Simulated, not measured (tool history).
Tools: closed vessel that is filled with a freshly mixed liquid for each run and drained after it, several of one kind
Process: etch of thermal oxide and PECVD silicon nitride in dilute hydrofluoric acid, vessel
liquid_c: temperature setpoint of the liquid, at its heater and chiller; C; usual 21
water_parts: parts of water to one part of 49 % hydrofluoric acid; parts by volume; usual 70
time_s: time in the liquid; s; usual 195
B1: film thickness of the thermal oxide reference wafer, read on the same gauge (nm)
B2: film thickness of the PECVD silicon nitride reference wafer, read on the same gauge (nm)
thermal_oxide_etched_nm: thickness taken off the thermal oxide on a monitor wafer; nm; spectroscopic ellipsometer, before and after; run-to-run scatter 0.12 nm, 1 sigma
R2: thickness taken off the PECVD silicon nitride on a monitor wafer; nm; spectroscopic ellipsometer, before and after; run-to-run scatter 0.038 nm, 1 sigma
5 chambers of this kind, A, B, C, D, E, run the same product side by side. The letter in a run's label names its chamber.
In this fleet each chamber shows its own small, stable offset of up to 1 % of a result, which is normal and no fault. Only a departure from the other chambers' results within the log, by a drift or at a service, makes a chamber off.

run 1C hour=7 | liquid_c=21 water_parts=70 time_s=195 | B1=70.016 B2=110.03 | thermal_oxide_etched_nm=12.342 R2=3.8402
run 2A hour=14.7 | liquid_c=21 water_parts=70 time_s=195 | B1=69.974 B2=109.96 | thermal_oxide_etched_nm=12.521 R2=3.885
run 3D hour=19.3 | liquid_c=21 water_parts=70 time_s=195 | B1=69.993 B2=109.98 | thermal_oxide_etched_nm=12.394 R2=3.9368
run 4E hour=23.5 | liquid_c=21 water_parts=70 time_s=195 | B1=70.027 B2=110.02 | thermal_oxide_etched_nm=12.49 R2=3.8331
run 5B hour=27.2 | liquid_c=21 water_parts=70 time_s=195 | B1=70.02 B2=110.02 | thermal_oxide_etched_nm=12.26 R2=3.8243
run 6A hour=31.4 | liquid_c=21 water_parts=70 time_s=195 | B1=69.977 B2=110.01 | thermal_oxide_etched_nm=12.308 R2=3.8758
run 7B hour=38.1 | liquid_c=21 water_parts=70 time_s=195 | B1=69.997 B2=110 | thermal_oxide_etched_nm=12.469 R2=3.8546
run 8E hour=45.4 | liquid_c=21 water_parts=70 time_s=195 | B1=70.013 B2=110.01 | thermal_oxide_etched_nm=12.436 R2=3.8301
run 9C hour=51.1 | liquid_c=21 water_parts=70 time_s=195 | B1=70.041 B2=110 | thermal_oxide_etched_nm=12.59 R2=3.842
run 10D hour=59.1 | liquid_c=21 water_parts=70 time_s=195 | B1=70.023 B2=110 | thermal_oxide_etched_nm=12.459 R2=3.8312
run 11D hour=63.4 | liquid_c=21 water_parts=70 time_s=195 | B1=70.03 B2=109.97 | thermal_oxide_etched_nm=12.465 R2=3.8053
run 12E hour=69.1 | liquid_c=23 water_parts=85 time_s=195 | B1=70.001 B2=110 | thermal_oxide_etched_nm=10.87 R2=3.6172
run 13B hour=77 | liquid_c=23 water_parts=85 time_s=195 | B1=69.974 B2=110.02 | thermal_oxide_etched_nm=10.797 R2=3.5754
run 14C hour=82.5 | liquid_c=23 water_parts=85 time_s=195 | B1=70.057 B2=110 | thermal_oxide_etched_nm=10.94 R2=3.626
run 15A hour=89.5 | liquid_c=23 water_parts=85 time_s=195 | B1=69.985 B2=109.98 | thermal_oxide_etched_nm=10.894 R2=3.6463
run 16D hour=94.5 | liquid_c=23 water_parts=85 time_s=195 | B1=70.004 B2=110 | thermal_oxide_etched_nm=10.918 R2=3.6357
run 17E hour=102.4 | liquid_c=21 water_parts=70 time_s=195 | B1=69.998 B2=109.97 | thermal_oxide_etched_nm=12.622 R2=3.8639
run 18A hour=109 | liquid_c=21 water_parts=70 time_s=195 | B1=69.979 B2=110.03 | thermal_oxide_etched_nm=12.418 R2=3.907
run 19B hour=116.3 | liquid_c=21 water_parts=70 time_s=195 | B1=70 B2=110.03 | thermal_oxide_etched_nm=12.159 R2=3.9078
run 20C hour=120.9 | liquid_c=21 water_parts=70 time_s=195 | B1=69.99 B2=109.99 | thermal_oxide_etched_nm=12.44 R2=3.8836
-- hour=122.2 chamber D: thermometer replaced
run 21E hour=124.6 | liquid_c=21 water_parts=70 time_s=195 | B1=70.043 B2=109.98 | thermal_oxide_etched_nm=12.448 R2=3.8306
run 22B hour=129.6 | liquid_c=21 water_parts=70 time_s=195 | B1=70.034 B2=109.97 | thermal_oxide_etched_nm=12.314 R2=3.8721
-- hour=131.5 chamber C: hydrofluoric acid flow meter replaced
run 23C hour=133.5 | liquid_c=17 water_parts=70 time_s=195 | B1=70.048 B2=109.99 | thermal_oxide_etched_nm=10.58 R2=2.9221
run 24D hour=139 | liquid_c=17 water_parts=70 time_s=195 | B1=70.023 B2=110.04 | thermal_oxide_etched_nm=10.426 R2=2.9359
run 25A hour=143.8 | liquid_c=17 water_parts=70 time_s=195 | B1=70.052 B2=110 | thermal_oxide_etched_nm=10.382 R2=2.8689
run 26A hour=148.8 | liquid_c=17 water_parts=70 time_s=195 | B1=70.04 B2=110.02 | thermal_oxide_etched_nm=10.372 R2=2.9319
run 27C hour=155 | liquid_c=17 water_parts=70 time_s=195 | B1=69.98 B2=110.03 | thermal_oxide_etched_nm=10.36 R2=2.9215
run 28D hour=161.9 | liquid_c=21 water_parts=45 time_s=100 | B1=70.033 B2=110.01 | thermal_oxide_etched_nm=10.168 R2=3.0087
run 29B hour=166 | liquid_c=21 water_parts=45 time_s=100 | B1=69.993 B2=109.96 | thermal_oxide_etched_nm=10.256 R2=3.04
run 30E hour=172.2 | liquid_c=21 water_parts=45 time_s=100 | B1=70.008 B2=110.01 | thermal_oxide_etched_nm=10.214 R2=3.0788
run 31A hour=179.7 | liquid_c=21 water_parts=45 time_s=100 | B1=69.931 B2=109.98 | thermal_oxide_etched_nm=10.068 R2=3.062
run 32E hour=186.5 | liquid_c=21 water_parts=45 time_s=100 | B1=70.02 B2=110.02 | thermal_oxide_etched_nm=10.218 R2=3.0343
run 33C hour=192.2 | liquid_c=21 water_parts=70 time_s=195 | B1=70.008 B2=109.98 | thermal_oxide_etched_nm=12.34 R2=3.887
run 34B hour=198.9 | liquid_c=21 water_parts=70 time_s=195 | B1=70.084 B2=109.98 | thermal_oxide_etched_nm=12.381 R2=3.8458
run 35D hour=203.9 | liquid_c=21 water_parts=70 time_s=195 | B1=70.062 B2=110.02 | thermal_oxide_etched_nm=12.412 R2=3.8709
run 36B hour=209.4 | liquid_c=21 water_parts=70 time_s=195 | B1=69.979 B2=109.99 | thermal_oxide_etched_nm=12.287 R2=3.8339
run 37D hour=213 | liquid_c=25 water_parts=70 time_s=230 | B1=69.999 B2=109.99 | thermal_oxide_etched_nm=17.448 R2=6.0142
run 38E hour=217.8 | liquid_c=25 water_parts=70 time_s=230 | B1=69.972 B2=110.01 | thermal_oxide_etched_nm=16.919 R2=5.8941
run 39A hour=221.3 | liquid_c=25 water_parts=70 time_s=230 | B1=70.021 B2=110 | thermal_oxide_etched_nm=17.356 R2=6.0417
run 40C hour=228.7 | liquid_c=25 water_parts=70 time_s=230 | B1=69.964 B2=110.01 | thermal_oxide_etched_nm=17.192 R2=5.9457
run 41E hour=232.5 | liquid_c=25 water_parts=70 time_s=230 | B1=70.006 B2=109.99 | thermal_oxide_etched_nm=17.247 R2=5.9305

Next, every chamber runs the same settings. What will each give?
run 42A hour=238.2 | liquid_c=21 water_parts=70 time_s=195 | thermal_oxide_etched_nm=? R2=?
run 42B hour=238.2 | liquid_c=21 water_parts=70 time_s=195 | thermal_oxide_etched_nm=? R2=?
run 42C hour=238.2 | liquid_c=21 water_parts=70 time_s=195 | thermal_oxide_etched_nm=? R2=?
run 42D hour=238.2 | liquid_c=21 water_parts=70 time_s=195 | thermal_oxide_etched_nm=? R2=?
run 42E hour=238.2 | liquid_c=21 water_parts=70 time_s=195 | thermal_oxide_etched_nm=? R2=?

run=42A thermal_oxide_etched_nm=12.626 R2=3.8234
run=42B thermal_oxide_etched_nm=12.174 R2=3.8832
run=42C thermal_oxide_etched_nm=12.275 R2=3.8104
run=42D thermal_oxide_etched_nm=12.505 R2=3.8304
run=42E thermal_oxide_etched_nm=12.683 R2=3.843
